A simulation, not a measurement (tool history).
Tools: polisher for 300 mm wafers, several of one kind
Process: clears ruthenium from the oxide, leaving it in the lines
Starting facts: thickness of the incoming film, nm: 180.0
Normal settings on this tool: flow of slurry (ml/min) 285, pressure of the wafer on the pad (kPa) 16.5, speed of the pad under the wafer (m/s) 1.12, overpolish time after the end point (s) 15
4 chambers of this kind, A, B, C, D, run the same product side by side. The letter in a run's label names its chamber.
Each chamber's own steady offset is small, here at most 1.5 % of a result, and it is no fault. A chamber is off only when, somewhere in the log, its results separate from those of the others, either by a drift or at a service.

| run | hour | flow of slurry (ml/min) | pressure of the wafer on the pad (kPa) | speed of the pad under the wafer (m/s) | overpolish time after the end point (s) | wafers polished on this pad | hours since the slurry nozzle was cleaned | hours since the head pressure was calibrated | time until the end point was called (s) |
|---|---|---|---|---|---|---|---|---|---|
|  | 9.0 | chamber A: slurry nozzle cleaned |
| 1C | 9.6 | 285 | 16.5 | 1.12 | 15 | 464 | 264.4 | 755.5 | 137.34 |
|  | 10.5 | chamber C: head pressure recalibrated |
| 2D | 17.6 | 285 | 16.5 | 1.12 | 15 | 575 | 122.4 | 782.3 | 137.50 |
|  | 25.9 | chamber B: worn pad replaced by a new one |
| 3A | 28.4 | 285 | 16.5 | 1.12 | 15 | 826 | 19.5 | 135.0 | 139.34 |
|  | 29.8 | chamber D: worn pad replaced by a new one |
| 4B | 35.1 | 285 | 16.5 | 1.12 | 15 | 55 | 156.2 | 1086.6 | 136.11 |
| 5D | 46.2 | 285 | 16.5 | 1.12 | 15 | 98 | 151.0 | 810.9 | 138.63 |
|  | 51.5 | chamber C: worn pad replaced by a new one |
| 6A | 57.4 | 285 | 21.4 | 1.12 | 23 | 1000 | 48.5 | 164.0 | 106.53 |
| 7B | 65.0 | 285 | 21.4 | 1.12 | 23 | 234 | 186.1 | 1116.5 | 104.76 |
| 8C | 71.5 | 285 | 21.4 | 1.12 | 23 | 120 | 326.3 | 61.1 | 105.22 |
| 9C | 84.6 | 285 | 21.4 | 1.12 | 23 | 198 | 339.4 | 74.2 | 105.67 |
|  | 94.5 | chamber A: worn pad replaced by a new one |
| 10A | 95.8 | 285 | 16.5 | 1.12 | 15 | 7 | 86.9 | 202.4 | 136.12 |
| 11D | 104.2 | 285 | 16.5 | 1.12 | 15 | 445 | 209.0 | 868.9 | 136.93 |
| 12B | 112.0 | 285 | 16.5 | 1.12 | 15 | 515 | 233.1 | 1163.5 | 135.98 |
| 13B | 124.3 | 285 | 16.5 | 1.12 | 15 | 589 | 245.4 | 1175.8 | 135.13 |
|  | 129.2 | chamber D: worn pad replaced by a new one |
| 14C | 138.1 | 285 | 16.5 | 1.12 | 15 | 518 | 392.9 | 127.7 | 138.53 |
| 15D | 145.2 | 285 | 16.5 | 1.12 | 15 | 95 | 250.0 | 909.9 | 136.73 |
| 16A | 152.9 | 285 | 16.5 | 1.12 | 15 | 349 | 144.0 | 259.5 | 137.50 |
| 17D | 166.7 | 285 | 16.5 | 1.12 | 15 | 224 | 271.5 | 931.4 | 138.46 |
| 18A | 176.4 | 285 | 16.5 | 1.12 | 15 | 490 | 167.5 | 283.0 | 135.69 |
|  | 176.6 | chamber C: slurry nozzle cleaned |
|  | 180.6 | chamber C: worn pad replaced by a new one |
| 19C | 185.7 | 285 | 16.5 | 1.12 | 15 | 31 | 9.2 | 175.3 | 136.81 |
|  | 186.3 | chamber B: head pressure recalibrated |
| 20B | 192.9 | 285 | 16.5 | 1.12 | 15 | 1000 | 314.0 | 6.7 | 123.15 |
|  | 193.5 | chamber B: worn pad replaced by a new one |
| 21C | 206.5 | 285 | 16.5 | 1.12 | 15 | 155 | 30.0 | 196.1 | 140.11 |
| 22B | 214.9 | 285 | 16.5 | 1.12 | 15 | 128 | 336.0 | 28.7 | 122.51 |
|  | 220.1 | chamber D: worn pad replaced by a new one |
|  | 222.5 | chamber A: slurry nozzle cleaned |
| 23D | 222.7 | 285 | 16.5 | 1.12 | 15 | 16 | 327.5 | 987.4 | 135.74 |
| 24A | 236.6 | 285 | 16.5 | 1.12 | 15 | 850 | 14.1 | 343.2 | 137.93 |
| 25B | 249.0 | 285 | 16.5 | 1.12 | 15 | 332 | 370.1 | 62.8 | 124.92 |
| 26C | 256.2 | 285 | 16.5 | 1.12 | 15 | 453 | 79.7 | 245.8 | 135.96 |
| 27D | 266.7 | 285 | 16.5 | 1.12 | 15 | 279 | 371.5 | 1031.4 | 138.94 |
| 28A | 277.7 | 285 | 16.5 | 1.12 | 15 | 1097 | 55.2 | 384.3 | 138.05 |
| 29C | 288.8 | 285 | 16.5 | 1.12 | 15 | 648 | 112.3 | 278.4 | 138.08 |
|  | 291.9 | chamber C: worn pad replaced by a new one |
| 30D | 297.4 | 320 | 13.8 | 1.12 | 15 | 463 | 402.2 | 1062.1 | 164.02 |
| 31A | 303.9 | 320 | 13.8 | 1.12 | 15 | 1253 | 81.4 | 410.5 | 162.36 |
| 32B | 310.8 | 320 | 13.8 | 1.12 | 15 | 702 | 431.9 | 124.6 | 147.14 |
|  | 311.3 | chamber D: worn pad replaced by a new one |
| 33C | 323.6 | 320 | 13.8 | 1.12 | 15 | 190 | 147.1 | 313.2 | 162.67 |
| 34B | 334.4 | 285 | 16.5 | 1.12 | 15 | 844 | 455.5 | 148.2 | 125.17 |
| 35D | 348.3 | 285 | 16.5 | 1.12 | 15 | 222 | 453.1 | 1113.0 | 137.17 |

The same settings go to every chamber for the next run, one line per chamber below. Forecast the results for each:
| 36A | 358.3 | 285 | 16.5 | 1.12 | 15 |  |  |  | ? |
| 36B | 358.3 | 285 | 16.5 | 1.12 | 15 |  |  |  | ? |
| 36C | 358.3 | 285 | 16.5 | 1.12 | 15 |  |  |  | ? |
| 36D | 358.3 | 285 | 16.5 | 1.12 | 15 |  |  |  | ? |

| run | time until the end point was called (s) |
|---|---|
| 36A | 138.34 |
| 36B | 123.47 |
| 36C | 137.72 |
| 36D | 139.15 |

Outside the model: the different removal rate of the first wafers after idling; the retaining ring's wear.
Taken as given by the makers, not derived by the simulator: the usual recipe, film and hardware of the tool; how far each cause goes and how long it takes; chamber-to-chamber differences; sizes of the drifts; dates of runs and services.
